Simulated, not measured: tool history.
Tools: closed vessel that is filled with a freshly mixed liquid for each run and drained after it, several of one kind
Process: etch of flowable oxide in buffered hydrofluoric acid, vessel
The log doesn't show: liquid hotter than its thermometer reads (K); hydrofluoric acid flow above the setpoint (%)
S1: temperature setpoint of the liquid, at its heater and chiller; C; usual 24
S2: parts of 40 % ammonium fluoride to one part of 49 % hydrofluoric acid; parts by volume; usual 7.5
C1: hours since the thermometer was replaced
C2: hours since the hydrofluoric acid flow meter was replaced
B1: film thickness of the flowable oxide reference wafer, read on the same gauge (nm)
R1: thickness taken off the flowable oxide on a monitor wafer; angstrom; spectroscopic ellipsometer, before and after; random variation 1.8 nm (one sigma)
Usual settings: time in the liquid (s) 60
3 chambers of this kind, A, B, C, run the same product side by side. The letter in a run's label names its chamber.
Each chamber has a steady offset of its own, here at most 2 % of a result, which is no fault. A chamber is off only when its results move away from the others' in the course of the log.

{"run": "1A", "day": 0.379, "S1": 24, "S2": 7.5, "time in the liquid (s)": 60, "C1": 402.1, "C2": 559.9, "B1": 39.994, "R1": 2645.7}
{"day": 0.442, "done": "chamber C: hydrofluoric acid flow meter replaced"}
{"run": "2B", "day": 0.633, "S1": 24, "S2": 7.5, "time in the liquid (s)": 60, "C1": 1339.6, "C2": 1638.2, "B1": 40.008, "R1": 2688.7}
{"run": "3C", "day": 1.012, "S1": 24, "S2": 7.5, "time in the liquid (s)": 60, "C1": 1240.3, "C2": 13.8, "B1": 40.005, "R1": 2653.6}
{"run": "4C", "day": 1.304, "S1": 24, "S2": 7.5, "time in the liquid (s)": 60, "C1": 1247.3, "C2": 20.8, "B1": 40.004, "R1": 2607.1}
{"run": "5B", "day": 1.767, "S1": 24, "S2": 7.5, "time in the liquid (s)": 60, "C1": 1366.8, "C2": 1665.4, "B1": 40.006, "R1": 2697.5}
{"run": "6A", "day": 2.025, "S1": 24, "S2": 7.5, "time in the liquid (s)": 60, "C1": 441.6, "C2": 599.4, "B1": 40.02, "R1": 2612}
{"run": "7C", "day": 2.429, "S1": 24, "S2": 7.5, "time in the liquid (s)": 60, "C1": 1274.3, "C2": 47.8, "B1": 39.986, "R1": 2624.9}
{"run": "8B", "day": 2.746, "S1": 24, "S2": 7.5, "time in the liquid (s)": 60, "C1": 1390.3, "C2": 1688.9, "B1": 40.012, "R1": 2675.3}
{"run": "9A", "day": 3.054, "S1": 24, "S2": 7.5, "time in the liquid (s)": 60, "C1": 466.3, "C2": 624.1, "B1": 40.01, "R1": 2637.3}
{"run": "10A", "day": 3.488, "S1": 24, "S2": 7.5, "time in the liquid (s)": 60, "C1": 476.7, "C2": 634.5, "B1": 39.976, "R1": 2648.9}
{"run": "11C", "day": 3.712, "S1": 24, "S2": 7.5, "time in the liquid (s)": 60, "C1": 1305.1, "C2": 78.6, "B1": 40.009, "R1": 2629.2}
{"run": "12B", "day": 4.038, "S1": 24, "S2": 7.5, "time in the liquid (s)": 60, "C1": 1421.3, "C2": 1719.9, "B1": 39.992, "R1": 2703.3}
{"run": "13B", "day": 4.383, "S1": 24, "S2": 7.5, "time in the liquid (s)": 60, "C1": 1429.6, "C2": 1728.2, "B1": 40.011, "R1": 2682.4}
{"run": "14C", "day": 4.858, "S1": 24, "S2": 7.5, "time in the liquid (s)": 60, "C1": 1332.6, "C2": 106.1, "B1": 39.999, "R1": 2652.1}
{"run": "15A", "day": 5.35, "S1": 24, "S2": 7.5, "time in the liquid (s)": 60, "C1": 521.4, "C2": 679.2, "B1": 40.011, "R1": 2686.4}
{"run": "16C", "day": 5.729, "S1": 24, "S2": 7.5, "time in the liquid (s)": 60, "C1": 1353.5, "C2": 127, "B1": 40.003, "R1": 2633.8}
{"run": "17B", "day": 6.004, "S1": 24, "S2": 7.5, "time in the liquid (s)": 60, "C1": 1468.5, "C2": 1767.1, "B1": 40.015, "R1": 2681.1}
{"run": "18A", "day": 6.475, "S1": 24, "S2": 7.5, "time in the liquid (s)": 60, "C1": 548.4, "C2": 706.2, "B1": 40, "R1": 2680.6}
{"run": "19B", "day": 6.821, "S1": 24, "S2": 7.5, "time in the liquid (s)": 60, "C1": 1488.1, "C2": 1786.7, "B1": 39.986, "R1": 2689.1}
{"run": "20A", "day": 7.242, "S1": 24, "S2": 7.5, "time in the liquid (s)": 60, "C1": 566.8, "C2": 724.6, "B1": 39.999, "R1": 2707}
{"run": "21C", "day": 7.504, "S1": 24, "S2": 7.5, "time in the liquid (s)": 60, "C1": 1396.1, "C2": 169.6, "B1": 39.992, "R1": 2638.6}
{"run": "22B", "day": 8.0, "S1": 24, "S2": 7.5, "time in the liquid (s)": 60, "C1": 1516.4, "C2": 1815, "B1": 40.005, "R1": 2678.7}
{"run": "23C", "day": 8.408, "S1": 24, "S2": 7.5, "time in the liquid (s)": 60, "C1": 1417.8, "C2": 191.3, "B1": 39.987, "R1": 2613.8}
{"run": "24A", "day": 8.829, "S1": 24, "S2": 7.5, "time in the liquid (s)": 30, "C1": 604.9, "C2": 762.7, "B1": 40.007, "R1": 1361.7}
{"run": "25C", "day": 9.142, "S1": 24, "S2": 7.5, "time in the liquid (s)": 30, "C1": 1435.4, "C2": 208.9, "B1": 40.001, "R1": 1307.6}
{"run": "26A", "day": 9.633, "S1": 24, "S2": 7.5, "time in the liquid (s)": 30, "C1": 624.2, "C2": 782, "B1": 40.004, "R1": 1364.3}
{"run": "27B", "day": 10.067, "S1": 24, "S2": 7.5, "time in the liquid (s)": 60, "C1": 1566, "C2": 1864.6, "B1": 40.037, "R1": 2688.8}
{"run": "28A", "day": 10.354, "S1": 22, "S2": 9.5, "time in the liquid (s)": 60, "C1": 641.5, "C2": 799.3, "B1": 40.003, "R1": 1960.2}
{"day": 10.529, "done": "chamber B: thermometer replaced"}
{"run": "29C", "day": 10.617, "S1": 22, "S2": 9.5, "time in the liquid (s)": 60, "C1": 1470.8, "C2": 244.3, "B1": 39.998, "R1": 1893.2}
{"run": "30B", "day": 11.092, "S1": 22, "S2": 9.5, "time in the liquid (s)": 60, "C1": 13.5, "C2": 1889.2, "B1": 40.023, "R1": 1908.8}
{"run": "31B", "day": 11.575, "S1": 24, "S2": 7.5, "time in the liquid (s)": 60, "C1": 25.1, "C2": 1900.8, "B1": 39.994, "R1": 2642.8}
{"day": 11.596, "done": "chamber B: hydrofluoric acid flow meter replaced"}
{"run": "32C", "day": 11.971, "S1": 24, "S2": 7.5, "time in the liquid (s)": 60, "C1": 1503.3, "C2": 276.8, "B1": 40.016, "R1": 2606.8}
{"run": "33A", "day": 12.442, "S1": 24, "S2": 7.5, "time in the liquid (s)": 60, "C1": 691.6, "C2": 849.4, "B1": 40.016, "R1": 2804.5}
{"run": "34A", "day": 12.775, "S1": 24, "S2": 7.5, "time in the liquid (s)": 60, "C1": 699.6, "C2": 857.4, "B1": 39.997, "R1": 2827.6}
{"run": "35C", "day": 13.033, "S1": 24, "S2": 7.5, "time in the liquid (s)": 60, "C1": 1528.8, "C2": 302.3, "B1": 40.001, "R1": 2608.4}
{"run": "36B", "day": 13.492, "S1": 24, "S2": 7.5, "time in the liquid (s)": 60, "C1": 71.1, "C2": 45.6, "B1": 40.01, "R1": 2651.3}
{"run": "37A", "day": 13.812, "S1": 24, "S2": 7.5, "time in the liquid (s)": 60, "C1": 724.5, "C2": 882.3, "B1": 40.02, "R1": 2826.1}
{"run": "38B", "day": 14.133, "S1": 24, "S2": 7.5, "time in the liquid (s)": 95, "C1": 86.5, "C2": 61, "B1": 39.994, "R1": 4190}
{"run": "39C", "day": 14.421, "S1": 24, "S2": 7.5, "time in the liquid (s)": 95, "C1": 1562.1, "C2": 335.6, "B1": 40.004, "R1": 4187.6}
{"run": "40B", "day": 14.833, "S1": 24, "S2": 7.5, "time in the liquid (s)": 95, "C1": 103.3, "C2": 77.8, "B1": 40.021, "R1": 4202.4}

All 3 chambers run these settings next. Forecast each chamber's results:
{"run": "41A", "day": 15.2, "S1": 24, "S2": 5.5, "time in the liquid (s)": 60, "R1": "?"}
{"run": "41B", "day": 15.2, "S1": 24, "S2": 5.5, "time in the liquid (s)": 60, "R1": "?"}
{"run": "41C", "day": 15.2, "S1": 24, "S2": 5.5, "time in the liquid (s)": 60, "R1": "?"}

run=41A R1=3670.7
run=41B R1=3564
run=41C R1=3538.1
